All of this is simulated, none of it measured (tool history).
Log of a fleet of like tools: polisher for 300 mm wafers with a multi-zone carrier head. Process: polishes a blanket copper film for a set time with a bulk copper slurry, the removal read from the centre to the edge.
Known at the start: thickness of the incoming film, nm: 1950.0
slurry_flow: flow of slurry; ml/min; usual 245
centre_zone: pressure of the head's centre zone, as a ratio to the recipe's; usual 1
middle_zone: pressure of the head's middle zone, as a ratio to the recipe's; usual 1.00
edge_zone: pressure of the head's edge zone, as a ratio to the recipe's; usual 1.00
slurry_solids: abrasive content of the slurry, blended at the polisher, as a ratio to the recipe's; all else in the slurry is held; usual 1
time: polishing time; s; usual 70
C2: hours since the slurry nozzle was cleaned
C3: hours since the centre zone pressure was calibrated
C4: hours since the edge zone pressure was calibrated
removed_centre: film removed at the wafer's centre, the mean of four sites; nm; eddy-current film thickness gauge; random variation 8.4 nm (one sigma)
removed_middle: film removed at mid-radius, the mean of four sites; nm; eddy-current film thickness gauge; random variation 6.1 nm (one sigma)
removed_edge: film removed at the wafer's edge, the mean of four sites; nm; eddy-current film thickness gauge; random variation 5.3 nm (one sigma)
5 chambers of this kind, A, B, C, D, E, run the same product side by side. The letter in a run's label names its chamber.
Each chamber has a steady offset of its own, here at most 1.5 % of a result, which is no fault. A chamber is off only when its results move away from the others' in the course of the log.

Run 1A, hour 8.5: usual settings; wafers polished on this pad 440; C2 117.9; C3 827.3; C4 179.7. Result: removed_centre 616.81 nm, removed_middle 588.16 nm, removed_edge 592.04 nm.
Run 2B, hour 15.4: usual settings; wafers polished on this pad 449; C2 482.2; C3 651.2; C4 825.3. Result: removed_centre 576.61 nm, removed_middle 606.48 nm, removed_edge 601.18 nm.
Run 3E, hour 25.4: usual settings; wafers polished on this pad 631; C2 563.2; C3 30.3; C4 152.9. Result: removed_centre 606.02 nm, removed_middle 602.19 nm, removed_edge 601.96 nm.
At hour 27.6: chamber D: worn pad replaced by a new one.
Run 4C, hour 37.0: usual settings; wafers polished on this pad 681; C2 716.8; C3 1027.5; C4 125.8. Result: removed_centre 601.97 nm, removed_middle 595.46 nm, removed_edge 602.51 nm.
At hour 40.4: chamber B: worn pad replaced by a new one.
At hour 44.6: chamber A: worn pad replaced by a new one.
Run 5D, hour 45.4: usual settings; wafers polished on this pad 186; C2 67.2; C3 299.4; C4 63.2. Result: removed_centre 601.75 nm, removed_middle 593.43 nm, removed_edge 594.24 nm.
Run 6C, hour 51.6: usual settings; wafers polished on this pad 834; C2 731.4; C3 1042.1; C4 140.4. Result: removed_centre 596.77 nm, removed_middle 594.96 nm, removed_edge 588.62 nm.
At hour 52.8: chamber C: slurry nozzle cleaned.
Run 7D, hour 56.8: usual settings; wafers polished on this pad 305; C2 78.6; C3 310.8; C4 74.6. Result: removed_centre 601.62 nm, removed_middle 590.24 nm, removed_edge 594.82 nm.
At hour 62.4: chamber C: centre zone pressure recalibrated.
At hour 66.3: chamber E: worn pad replaced by a new one.
Run 8A, hour 66.7: usual settings; wafers polished on this pad 231; C2 176.1; C3 885.5; C4 237.9. Result: removed_centre 610.58 nm, removed_middle 594.44 nm, removed_edge 593.88 nm.
Run 9E, hour 74.7: usual settings; wafers polished on this pad 88; C2 612.5; C3 79.6; C4 202.2. Result: removed_centre 601.99 nm, removed_middle 605.34 nm, removed_edge 602.06 nm.
At hour 78.1: chamber B: slurry nozzle cleaned.
Run 10B, hour 85.0: usual settings; wafers polished on this pad 467; C2 6.9; C3 720.8; C4 894.9. Result: removed_centre 602.89 nm, removed_middle 594.97 nm, removed_edge 606.24 nm.
Run 11C, hour 90.5: usual settings but edge_zone 0.91; wafers polished on this pad 1241; C2 37.7; C3 28.1; C4 179.3. Result: removed_centre 593.10 nm, removed_middle 599.45 nm, removed_edge 565.08 nm.
At hour 98.5: chamber D: centre zone pressure recalibrated.
Run 12E, hour 101.4: usual settings but edge_zone 0.91; wafers polished on this pad 367; C2 639.2; C3 106.3; C4 228.9. Result: removed_centre 592.20 nm, removed_middle 584.41 nm, removed_edge 572.35 nm.
At hour 104.4: chamber B: worn pad replaced by a new one.
At hour 105.4: chamber C: worn pad replaced by a new one.
Run 13D, hour 108.9: usual settings but edge_zone 0.91; wafers polished on this pad 851; C2 130.7; C3 10.5; C4 126.7. Result: removed_centre 596.08 nm, removed_middle 598.95 nm, removed_edge 569.68 nm.
Run 14B, hour 114.7: usual settings but edge_zone 0.91; wafers polished on this pad 108; C2 36.6; C3 750.5; C4 924.6. Result: removed_centre 598.12 nm, removed_middle 608.48 nm, removed_edge 575.54 nm.
Run 15A, hour 120.4: usual settings but edge_zone 0.91; wafers polished on this pad 793; C2 229.8; C3 939.2; C4 291.6. Result: removed_centre 589.52 nm, removed_middle 578.01 nm, removed_edge 564.68 nm.
Run 16B, hour 127.6: usual settings but middle_zone 1.07; wafers polished on this pad 243; C2 49.5; C3 763.4; C4 937.5. Result: removed_centre 599.33 nm, removed_middle 627.73 nm, removed_edge 603.85 nm.
Run 17E, hour 137.9: usual settings but middle_zone 1.07; wafers polished on this pad 749; C2 675.7; C3 142.8; C4 265.4. Result: removed_centre 601.79 nm, removed_middle 628.67 nm, removed_edge 593.84 nm.
At hour 138.6: chamber A: worn pad replaced by a new one.
Run 18A, hour 143.1: usual settings but middle_zone 1.07; wafers polished on this pad 47; C2 252.5; C3 961.9; C4 314.3. Result: removed_centre 571.37 nm, removed_middle 644.09 nm, removed_edge 586.07 nm.
Run 19D, hour 154.6: usual settings but middle_zone 1.07; wafers polished on this pad 1329; C2 176.4; C3 56.2; C4 172.4. Result: removed_centre 590.06 nm, removed_middle 624.92 nm, removed_edge 583.15 nm.
At hour 159.0: chamber D: worn pad replaced by a new one.
At hour 161.8: chamber B: worn pad replaced by a new one.
Run 20C, hour 161.8: usual settings but middle_zone 1.07; wafers polished on this pad 590; C2 109.0; C3 99.4; C4 250.6. Result: removed_centre 599.35 nm, removed_middle 642.52 nm, removed_edge 589.70 nm.
Run 21E, hour 170.0: usual settings; wafers polished on this pad 1085; C2 707.8; C3 174.9; C4 297.5. Result: removed_centre 598.97 nm, removed_middle 602.38 nm, removed_edge 595.79 nm.
Run 22A, hour 179.5: usual settings; wafers polished on this pad 428; C2 288.9; C3 998.3; C4 350.7. Result: removed_centre 561.44 nm, removed_middle 598.22 nm, removed_edge 589.26 nm.
At hour 183.6: chamber E: worn pad replaced by a new one.
Run 23C, hour 186.9: usual settings; wafers polished on this pad 853; C2 134.1; C3 124.5; C4 275.7. Result: removed_centre 599.24 nm, removed_middle 597.21 nm, removed_edge 598.69 nm.
Run 24B, hour 194.0: usual settings; wafers polished on this pad 337; C2 115.9; C3 829.8; C4 1003.9. Result: removed_centre 603.26 nm, removed_middle 606.91 nm, removed_edge 609.72 nm.
Run 25D, hour 200.4: usual settings; wafers polished on this pad 433; C2 222.2; C3 102.0; C4 218.2. Result: removed_centre 600.08 nm, removed_middle 599.82 nm, removed_edge 594.50 nm.
Run 26E, hour 210.1: usual settings; wafers polished on this pad 277; C2 747.9; C3 215.0; C4 337.6. Result: removed_centre 586.94 nm, removed_middle 596.69 nm, removed_edge 592.35 nm.
At hour 213.1: chamber B: worn pad replaced by a new one.
At hour 214.4: chamber A: worn pad replaced by a new one.
Run 27D, hour 218.4: usual settings; wafers polished on this pad 621; C2 240.2; C3 120.0; C4 236.2. Result: removed_centre 586.32 nm, removed_middle 589.87 nm, removed_edge 594.16 nm.
Run 28A, hour 226.5: usual settings; wafers polished on this pad 127; C2 335.9; C3 1045.3; C4 397.7. Result: removed_centre 529.88 nm, removed_middle 584.58 nm, removed_edge 590.16 nm.
Run 29B, hour 233.0: usual settings; wafers polished on this pad 208; C2 154.9; C3 868.8; C4 1042.9. Result: removed_centre 604.32 nm, removed_middle 601.34 nm, removed_edge 595.91 nm.
Run 30C, hour 241.9: usual settings; wafers polished on this pad 1429; C2 189.1; C3 179.5; C4 330.7. Result: removed_centre 594.64 nm, removed_middle 594.98 nm, removed_edge 595.30 nm.

What goes on in this fleet: one chamber off, a drifting gauge, or nothing beyond the chambers' own small offsets? Name the chamber and the cause, if any.

Chamber A drifts away from the others.
Cause: centre zone's pressure below its setpoint, % = 11.3.

Here are 4 candidates for chamber A's next run, each the usual settings with a change, their results left as question marks. Which one brings its results back in line with what the others give on the usual settings?
In line means no further than this from the other chambers' mean on the usual settings: removed_centre 29.00 nm; removed_middle 21.00 nm; removed_edge 18.00 nm
Run 31A-1, hour 250.4: usual settings but slurry_flow 250 ml/min, centre_zone 1.09, middle_zone 0.98, edge_zone 0.97, time 71 s. Result: removed_centre ?, removed_middle ?, removed_edge ?.
Run 31A-2, hour 250.4: usual settings but slurry_flow 260 ml/min, centre_zone 1.17, middle_zone 0.96, edge_zone 0.92, time 74 s. Result: removed_centre ?, removed_middle ?, removed_edge ?.
Run 31A-3, hour 250.4: usual settings but slurry_flow 240 ml/min, centre_zone 0.91, middle_zone 1.02, edge_zone 1.03, time 69 s. Result: removed_centre ?, removed_middle ?, removed_edge ?.
Run 31A-4, hour 250.4: usual settings but slurry_flow 230 ml/min, centre_zone 0.83, middle_zone 1.04, edge_zone 1.06, time 67 s. Result: removed_centre ?, removed_middle ?, removed_edge ?.

The other chambers' mean on the usual settings: removed_centre 598.04 nm; removed_middle 597.55 nm; removed_edge 598.16 nm
  run  removed_centre  removed_middle  removed_edge
31A-1          587.75          587.92        594.76
31A-2          664.98          603.64        605.51
31A-3          465.63          590.65        594.04
31A-4          405.49          581.14        583.29
31A-1 brings the chamber back in line.
